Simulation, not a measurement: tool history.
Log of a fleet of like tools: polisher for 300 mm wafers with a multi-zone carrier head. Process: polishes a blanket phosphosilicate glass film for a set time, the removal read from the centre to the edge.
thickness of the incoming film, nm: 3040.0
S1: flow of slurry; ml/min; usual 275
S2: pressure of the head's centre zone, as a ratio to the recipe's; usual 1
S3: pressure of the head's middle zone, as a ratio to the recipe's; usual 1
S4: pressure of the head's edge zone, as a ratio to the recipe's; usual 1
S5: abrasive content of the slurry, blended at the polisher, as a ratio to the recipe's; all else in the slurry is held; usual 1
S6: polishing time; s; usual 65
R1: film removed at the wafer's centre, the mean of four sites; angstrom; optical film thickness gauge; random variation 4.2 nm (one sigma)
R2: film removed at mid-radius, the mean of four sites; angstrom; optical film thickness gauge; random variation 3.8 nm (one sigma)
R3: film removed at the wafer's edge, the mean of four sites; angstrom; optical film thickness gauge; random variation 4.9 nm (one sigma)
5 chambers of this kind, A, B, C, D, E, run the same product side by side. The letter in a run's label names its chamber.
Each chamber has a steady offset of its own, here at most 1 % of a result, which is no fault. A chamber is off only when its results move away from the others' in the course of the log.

{"day": 0.088, "done": "chamber B: edge zone pressure recalibrated"}
{"day": 0.196, "done": "chamber B: centre zone pressure recalibrated"}
{"day": 0.362, "done": "chamber D: worn pad replaced by a new one"}
{"day": 0.4, "done": "chamber A: worn pad replaced by a new one"}
{"run": "1D", "day": 0.458, "S1": 275, "S2": 1, "S3": 1, "S4": 1, "S5": 1, "S6": 65, "R1": 3886, "R2": 3959.9, "R3": 3913}
{"run": "2E", "day": 0.796, "S1": 275, "S2": 1, "S3": 1, "S4": 1, "S5": 1, "S6": 65, "R1": 3988.1, "R2": 3839.1, "R3": 3900.9}
{"run": "3C", "day": 1.112, "S1": 275, "S2": 1, "S3": 1, "S4": 1, "S5": 1, "S6": 65, "R1": 3935.4, "R2": 3857.6, "R3": 3854.2}
{"day": 1.233, "done": "chamber C: edge zone pressure recalibrated"}
{"run": "4A", "day": 1.679, "S1": 275, "S2": 1, "S3": 1, "S4": 1, "S5": 1, "S6": 65, "R1": 3979.8, "R2": 3945.3, "R3": 3946.9}
{"day": 1.854, "done": "chamber E: slurry nozzle cleaned"}
{"day": 2.008, "done": "chamber C: worn pad replaced by a new one"}
{"day": 2.171, "done": "chamber B: worn pad replaced by a new one"}
{"day": 2.238, "done": "chamber B: slurry nozzle cleaned"}
{"run": "5B", "day": 2.304, "S1": 275, "S2": 1, "S3": 1, "S4": 1, "S5": 1, "S6": 65, "R1": 3990.9, "R2": 3868.2, "R3": 3906.3}
{"run": "6A", "day": 2.604, "S1": 275, "S2": 1, "S3": 1, "S4": 1, "S5": 1, "S6": 65, "R1": 3923.3, "R2": 3886, "R3": 3884.8}
{"run": "7C", "day": 3.188, "S1": 275, "S2": 1, "S3": 1, "S4": 1, "S5": 1, "S6": 65, "R1": 3926.6, "R2": 3831.9, "R3": 3945.7}
{"run": "8D", "day": 3.812, "S1": 275, "S2": 1, "S3": 1, "S4": 1, "S5": 1, "S6": 65, "R1": 3880.6, "R2": 3925.6, "R3": 3851.4}
{"day": 3.929, "done": "chamber D: worn pad replaced by a new one"}
{"day": 4.142, "done": "chamber A: worn pad replaced by a new one"}
{"run": "9E", "day": 4.375, "S1": 275, "S2": 1, "S3": 1, "S4": 1, "S5": 1, "S6": 65, "R1": 3861.2, "R2": 3874.7, "R3": 3846.6}
{"run": "10B", "day": 5.025, "S1": 275, "S2": 1, "S3": 1, "S4": 1, "S5": 1, "S6": 65, "R1": 3953.4, "R2": 3906.9, "R3": 3859.7}
{"run": "11A", "day": 5.504, "S1": 345, "S2": 1, "S3": 1.09, "S4": 1, "S5": 1, "S6": 65, "R1": 4038.5, "R2": 4320.6, "R3": 4009.9}
{"day": 6.012, "done": "chamber C: worn pad replaced by a new one"}
{"run": "12E", "day": 6.15, "S1": 345, "S2": 1, "S3": 1.09, "S4": 1, "S5": 1, "S6": 65, "R1": 3980.2, "R2": 4310.8, "R3": 3943.7}
{"day": 6.425, "done": "chamber C: slurry nozzle cleaned"}
{"run": "13B", "day": 6.733, "S1": 345, "S2": 1, "S3": 1.09, "S4": 1, "S5": 1, "S6": 65, "R1": 4046, "R2": 4341.3, "R3": 3913.3}
{"day": 6.862, "done": "chamber B: worn pad replaced by a new one"}
{"day": 7.233, "done": "chamber A: slurry nozzle cleaned"}
{"run": "14D", "day": 7.354, "S1": 345, "S2": 1, "S3": 1.09, "S4": 1, "S5": 1, "S6": 65, "R1": 4064.4, "R2": 4332.5, "R3": 3965.2}
{"day": 7.604, "done": "chamber D: worn pad replaced by a new one"}
{"run": "15C", "day": 7.733, "S1": 345, "S2": 1, "S3": 1.09, "S4": 1, "S5": 1, "S6": 65, "R1": 4028.5, "R2": 4207.8, "R3": 3974.8}
{"run": "16C", "day": 8.129, "S1": 275, "S2": 1, "S3": 1, "S4": 1, "S5": 1, "S6": 65, "R1": 3802.7, "R2": 3969.6, "R3": 4005.7}
{"day": 8.475, "done": "chamber A: worn pad replaced by a new one"}
{"run": "17D", "day": 8.679, "S1": 275, "S2": 1, "S3": 1, "S4": 1, "S5": 1, "S6": 65, "R1": 3908.5, "R2": 3894.5, "R3": 3937.6}
{"run": "18B", "day": 9.283, "S1": 275, "S2": 1, "S3": 1, "S4": 1, "S5": 1, "S6": 65, "R1": 3909.6, "R2": 3897.7, "R3": 3946.3}
{"day": 9.433, "done": "chamber D: edge zone pressure recalibrated"}
{"day": 9.8, "done": "chamber C: worn pad replaced by a new one"}
{"run": "19E", "day": 9.954, "S1": 275, "S2": 1, "S3": 1, "S4": 1, "S5": 1, "S6": 65, "R1": 3793.4, "R2": 3814.6, "R3": 3771.3}
{"run": "20A", "day": 10.329, "S1": 275, "S2": 1, "S3": 1, "S4": 1, "S5": 1, "S6": 65, "R1": 3980.9, "R2": 3938, "R3": 3930}
{"run": "21B", "day": 10.642, "S1": 275, "S2": 1, "S3": 1, "S4": 1, "S5": 1, "S6": 65, "R1": 3968.2, "R2": 3929.8, "R3": 3897}
{"run": "22D", "day": 11.154, "S1": 275, "S2": 0.96, "S3": 1, "S4": 1, "S5": 1, "S6": 65, "R1": 3778.2, "R2": 3981.7, "R3": 3852.7}
{"day": 11.292, "done": "chamber B: worn pad replaced by a new one"}
{"day": 11.733, "done": "chamber D: worn pad replaced by a new one"}
{"run": "23C", "day": 11.738, "S1": 275, "S2": 0.96, "S3": 1, "S4": 1, "S5": 1, "S6": 65, "R1": 3769.8, "R2": 3939.2, "R3": 3919.2}
{"day": 12.388, "done": "chamber A: worn pad replaced by a new one"}
{"run": "24A", "day": 12.417, "S1": 275, "S2": 0.96, "S3": 1, "S4": 1, "S5": 1, "S6": 65, "R1": 3813.3, "R2": 3908.8, "R3": 4044.5}
{"day": 12.725, "done": "chamber A: centre zone pressure recalibrated"}
{"run": "25E", "day": 12.875, "S1": 275, "S2": 0.96, "S3": 1, "S4": 1, "S5": 1, "S6": 65, "R1": 3527.1, "R2": 3621, "R3": 3650.7}
{"run": "26E", "day": 13.396, "S1": 275, "S2": 0.96, "S3": 1, "S4": 1, "S5": 1, "S6": 65, "R1": 3550.9, "R2": 3735, "R3": 3693.9}
{"day": 13.433, "done": "chamber A: edge zone pressure recalibrated"}
{"day": 13.471, "done": "chamber C: worn pad replaced by a new one"}
{"day": 13.588, "done": "chamber D: centre zone pressure recalibrated"}
{"day": 13.704, "done": "chamber C: edge zone pressure recalibrated"}
{"run": "27C", "day": 13.733, "S1": 275, "S2": 1, "S3": 1, "S4": 1, "S5": 1, "S6": 65, "R1": 3889.1, "R2": 3978.3, "R3": 3916.4}
{"run": "28A", "day": 14.242, "S1": 210, "S2": 1, "S3": 1, "S4": 1.05, "S5": 1, "S6": 65, "R1": 3832.6, "R2": 3786.8, "R3": 3894.2}
{"run": "29B", "day": 14.646, "S1": 210, "S2": 1, "S3": 1, "S4": 1.05, "S5": 1, "S6": 65, "R1": 3788.8, "R2": 3717, "R3": 3917.5}
{"run": "30D", "day": 15.138, "S1": 210, "S2": 1, "S3": 1, "S4": 1.05, "S5": 1, "S6": 65, "R1": 3769.7, "R2": 3780.8, "R3": 3870.4}
{"day": 15.617, "done": "chamber B: worn pad replaced by a new one"}
{"run": "31D", "day": 15.683, "S1": 210, "S2": 1, "S3": 1, "S4": 1.05, "S5": 1, "S6": 65, "R1": 3817.7, "R2": 3767.2, "R3": 3838.1}
{"day": 15.812, "done": "chamber E: centre zone pressure recalibrated"}
{"day": 16.046, "done": "chamber D: worn pad replaced by a new one"}
{"run": "32C", "day": 16.312, "S1": 210, "S2": 1, "S3": 1, "S4": 1.05, "S5": 1, "S6": 65, "R1": 3760.7, "R2": 3786.7, "R3": 3927.3}
{"run": "33B", "day": 16.658, "S1": 275, "S2": 1, "S3": 1, "S4": 1, "S5": 1, "S6": 65, "R1": 3932.5, "R2": 3922.1, "R3": 4023.3}
{"day": 16.854, "done": "chamber A: worn pad replaced by a new one"}
{"run": "34A", "day": 16.975, "S1": 275, "S2": 1, "S3": 1, "S4": 1, "S5": 1, "S6": 65, "R1": 3878.6, "R2": 3901.6, "R3": 3933.2}
{"day": 17.183, "done": "chamber C: worn pad replaced by a new one"}
{"run": "35E", "day": 17.425, "S1": 275, "S2": 1, "S3": 1, "S4": 1, "S5": 1, "S6": 65, "R1": 3615.8, "R2": 3580.4, "R3": 3505.6}
{"day": 17.638, "done": "chamber B: centre zone pressure recalibrated"}
{"run": "36E", "day": 17.983, "S1": 275, "S2": 1, "S3": 1, "S4": 1, "S5": 1, "S6": 65, "R1": 3581.4, "R2": 3511.9, "R3": 3601.7}
{"day": 18.542, "done": "chamber E: slurry nozzle cleaned"}
{"run": "37C", "day": 18.562, "S1": 275, "S2": 1, "S3": 1, "S4": 1, "S5": 1, "S6": 65, "R1": 3919.7, "R2": 3936.8, "R3": 3980.1}
{"run": "38B", "day": 19.229, "S1": 275, "S2": 1, "S3": 1, "S4": 1, "S5": 0.7, "S6": 65, "R1": 3319.3, "R2": 3233, "R3": 3272.4}
{"run": "39A", "day": 19.846, "S1": 275, "S2": 1, "S3": 1, "S4": 1, "S5": 0.7, "S6": 65, "R1": 3323.2, "R2": 3237.2, "R3": 3390.3}
{"run": "40D", "day": 20.196, "S1": 275, "S2": 1, "S3": 1, "S4": 1, "S5": 0.7, "S6": 65, "R1": 3257.9, "R2": 3317, "R3": 3243.8}
{"run": "41E", "day": 20.662, "S1": 275, "S2": 1, "S3": 1, "S4": 1, "S5": 0.7, "S6": 65, "R1": 2940.7, "R2": 2932.9, "R3": 2876.5}

All 5 chambers run these settings next. Forecast each chamber's results:
{"run": "42A", "day": 21.154, "S1": 275, "S2": 1, "S3": 1, "S4": 1, "S5": 1, "S6": 65, "R1": "?", "R2": "?", "R3": "?"}
{"run": "42B", "day": 21.154, "S1": 275, "S2": 1, "S3": 1, "S4": 1, "S5": 1, "S6": 65, "R1": "?", "R2": "?", "R3": "?"}
{"run": "42C", "day": 21.154, "S1": 275, "S2": 1, "S3": 1, "S4": 1, "S5": 1, "S6": 65, "R1": "?", "R2": "?", "R3": "?"}
{"run": "42D", "day": 21.154, "S1": 275, "S2": 1, "S3": 1, "S4": 1, "S5": 1, "S6": 65, "R1": "?", "R2": "?", "R3": "?"}
{"run": "42E", "day": 21.154, "S1": 275, "S2": 1, "S3": 1, "S4": 1, "S5": 1, "S6": 65, "R1": "?", "R2": "?", "R3": "?"}

run=42A R1=3910.9 R2=3947.2 R3=3894
run=42B R1=3997.9 R2=3864.3 R3=3968.6
run=42C R1=3865 R2=3854.1 R3=3911.1
run=42D R1=3890.7 R2=3988 R3=3917.2
run=42E R1=3504.8 R2=3476.4 R3=3382.4
